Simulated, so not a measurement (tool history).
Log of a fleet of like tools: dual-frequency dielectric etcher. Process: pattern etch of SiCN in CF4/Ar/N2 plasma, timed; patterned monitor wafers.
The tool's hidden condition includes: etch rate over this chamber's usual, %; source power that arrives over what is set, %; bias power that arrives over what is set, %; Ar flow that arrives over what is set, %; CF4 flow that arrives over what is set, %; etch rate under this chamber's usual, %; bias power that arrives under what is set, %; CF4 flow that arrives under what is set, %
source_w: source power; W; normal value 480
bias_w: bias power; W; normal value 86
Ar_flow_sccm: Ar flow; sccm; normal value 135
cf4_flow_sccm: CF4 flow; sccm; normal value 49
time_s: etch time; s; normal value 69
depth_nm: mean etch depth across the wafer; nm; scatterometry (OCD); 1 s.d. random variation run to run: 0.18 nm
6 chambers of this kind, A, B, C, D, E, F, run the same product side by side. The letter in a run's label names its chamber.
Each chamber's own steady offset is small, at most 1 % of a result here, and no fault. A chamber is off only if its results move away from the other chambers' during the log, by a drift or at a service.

run	hour	source_w	bias_w	Ar_flow_sccm	cf4_flow_sccm	time_s	hours since the last wet clean	hours since the last source power generator calibration	hours since the last bias power generator calibration	hours since the last Ar flow controller change	hours since the last CF4 flow controller change	read-back reference wafer on the same gauge, depth_nm	depth_nm
1E	10.5	480	86	135	49	69	71.7	2214.9	223.3	4609.4	383.8	55.915	60.477
2D	16.1	480	86	135	49	69	155.9	2745.6	1098.1	913.1	5626.8	55.911	60.447
3C	21.7	480	86	135	49	69	427.7	2069.7	2368.3	1557.1	2591.1	55.863	60.805
4F	27.2	480	86	135	49	69	240.3	1320.5	1302.8	4308.0	1335.5	55.898	60.188
5A	33.8	480	86	135	49	69	519.3	3192.0	1383.2	749.0	1417.8	55.869	61.066
6B	40.5	480	86	135	49	69	343.7	3061.3	2180.6	700.4	2842.7	55.906	60.538
7D	47.1	480	86	135	49	69	186.9	2776.6	1129.1	944.1	5657.8	55.898	60.254
# hour 50.8: chamber D: CF4 flow controller replaced
8E	57.3	480	86	135	49	69	118.5	2261.7	270.1	4656.2	430.6	55.889	60.075
9A	66.3	480	86	135	49	69	551.8	3224.5	1415.7	781.5	1450.3	55.877	60.784
10B	75.4	480	86	135	49	69	378.6	3096.2	2215.5	735.3	2877.6	55.880	60.821
# hour 75.5: chamber C: wet clean of the chamber
11F	81.9	480	86	135	49	69	295.0	1375.2	1357.5	4362.7	1390.2	55.907	60.464
12C	92.5	480	86	135	49	69	17.1	2140.5	2439.1	1627.9	2661.9	55.947	61.321
13F	97.6	480	86	135	49	69	310.7	1390.9	1373.2	4378.4	1405.9	55.895	60.417
14C	103.5	550	73	135	49	69	28.1	2151.5	2450.1	1638.9	2672.9	55.887	64.705
15B	109.3	550	73	135	49	69	412.5	3130.1	2249.4	769.2	2911.5	55.870	64.147
16A	118.4	550	73	135	49	69	603.9	3276.6	1467.8	833.6	1502.4	55.894	64.266
# hour 123.6: chamber A: wet clean of the chamber
17E	127.0	550	73	135	49	69	188.2	2331.4	339.8	4725.9	500.3	55.891	63.565
18D	134.7	550	73	135	49	69	274.5	2864.2	1216.7	1031.7	83.9	55.898	63.563
19E	140.7	550	73	135	49	69	201.9	2345.1	353.5	4739.6	514.0	55.877	63.663
20A	147.6	480	86	135	49	69	24.0	3305.8	1497.0	862.8	1531.6	55.889	60.846
21B	154.4	480	86	135	49	69	457.6	3175.2	2294.5	814.3	2956.6	55.915	60.503
22C	164.0	480	86	135	49	69	88.6	2212.0	2510.6	1699.4	2733.4	55.910	61.024
23F	170.8	480	86	135	49	69	383.9	1464.1	1446.4	4451.6	1479.1	55.919	60.604
24D	180.6	480	86	135	49	69	320.4	2910.1	1262.6	1077.6	129.8	55.908	60.240
25F	187.4	480	86	135	49	69	400.5	1480.7	1463.0	4468.2	1495.7	55.896	60.122
26D	193.3	480	86	135	49	69	333.1	2922.8	1275.3	1090.3	142.5	55.881	60.391
# hour 195.5: chamber D: wet clean of the chamber
27B	202.0	480	86	135	49	69	505.2	3222.8	2342.1	861.9	3004.2	55.889	60.743
28A	211.8	480	86	135	49	69	88.2	3370.0	1561.2	927.0	1595.8	55.950	60.721
# hour 217.8: chamber B: wet clean of the chamber
29E	217.9	480	86	135	49	69	279.1	2422.3	430.7	4816.8	591.2	55.908	60.102
30C	226.4	480	86	135	49	69	151.0	2274.4	2573.0	1761.8	2795.8	55.909	60.909
31B	235.4	480	86	135	49	69	17.6	3256.2	2375.5	895.3	3037.6	55.901	60.516
32A	244.5	480	86	135	49	69	120.9	3402.7	1593.9	959.7	1628.5	55.914	60.636
# hour 251.6: chamber F: wet clean of the chamber
33F	253.5	480	86	135	49	69	1.9	1546.8	1529.1	4534.3	1561.8	55.878	60.301
34C	259.6	480	86	135	49	69	184.2	2307.6	2606.2	1795.0	2829.0	55.932	60.957
35E	264.6	480	86	135	49	69	325.8	2469.0	477.4	4863.5	637.9	55.893	60.527
36D	273.8	480	86	135	49	69	78.4	3003.3	1355.8	1170.8	223.0	55.913	60.341
37E	280.9	480	86	135	49	69	342.1	2485.3	493.7	4879.8	654.2	55.918	60.202
38B	286.1	480	86	135	49	69	68.3	3306.9	2426.2	946.0	3088.3	55.956	60.458
39A	290.9	480	86	135	49	84	167.3	3449.1	1640.3	1006.1	1674.9	55.898	73.961
40F	296.8	480	86	135	49	84	45.2	1590.1	1572.4	4577.6	1605.1	55.894	73.344
41D	301.6	480	86	135	49	84	106.2	3031.1	1383.6	1198.6	250.8	55.914	73.289
42C	311.3	480	86	135	49	84	235.9	2359.3	2657.9	1846.7	2880.7	55.899	74.333
43A	317.3	480	86	135	49	84	193.7	3475.5	1666.7	1032.5	1701.3	55.898	74.034

All chambers now run identical settings, listed one chamber a line with results as question marks. What results will each chamber show?
44A	324.8	480	86	135	40	69							?
44B	324.8	480	86	135	40	69							?
44C	324.8	480	86	135	40	69							?
44D	324.8	480	86	135	40	69							?
44E	324.8	480	86	135	40	69							?
44F	324.8	480	86	135	40	69							?

run	depth_nm
44A	58.973
44B	58.754
44C	59.219
44D	58.511
44E	58.252
44F	58.473

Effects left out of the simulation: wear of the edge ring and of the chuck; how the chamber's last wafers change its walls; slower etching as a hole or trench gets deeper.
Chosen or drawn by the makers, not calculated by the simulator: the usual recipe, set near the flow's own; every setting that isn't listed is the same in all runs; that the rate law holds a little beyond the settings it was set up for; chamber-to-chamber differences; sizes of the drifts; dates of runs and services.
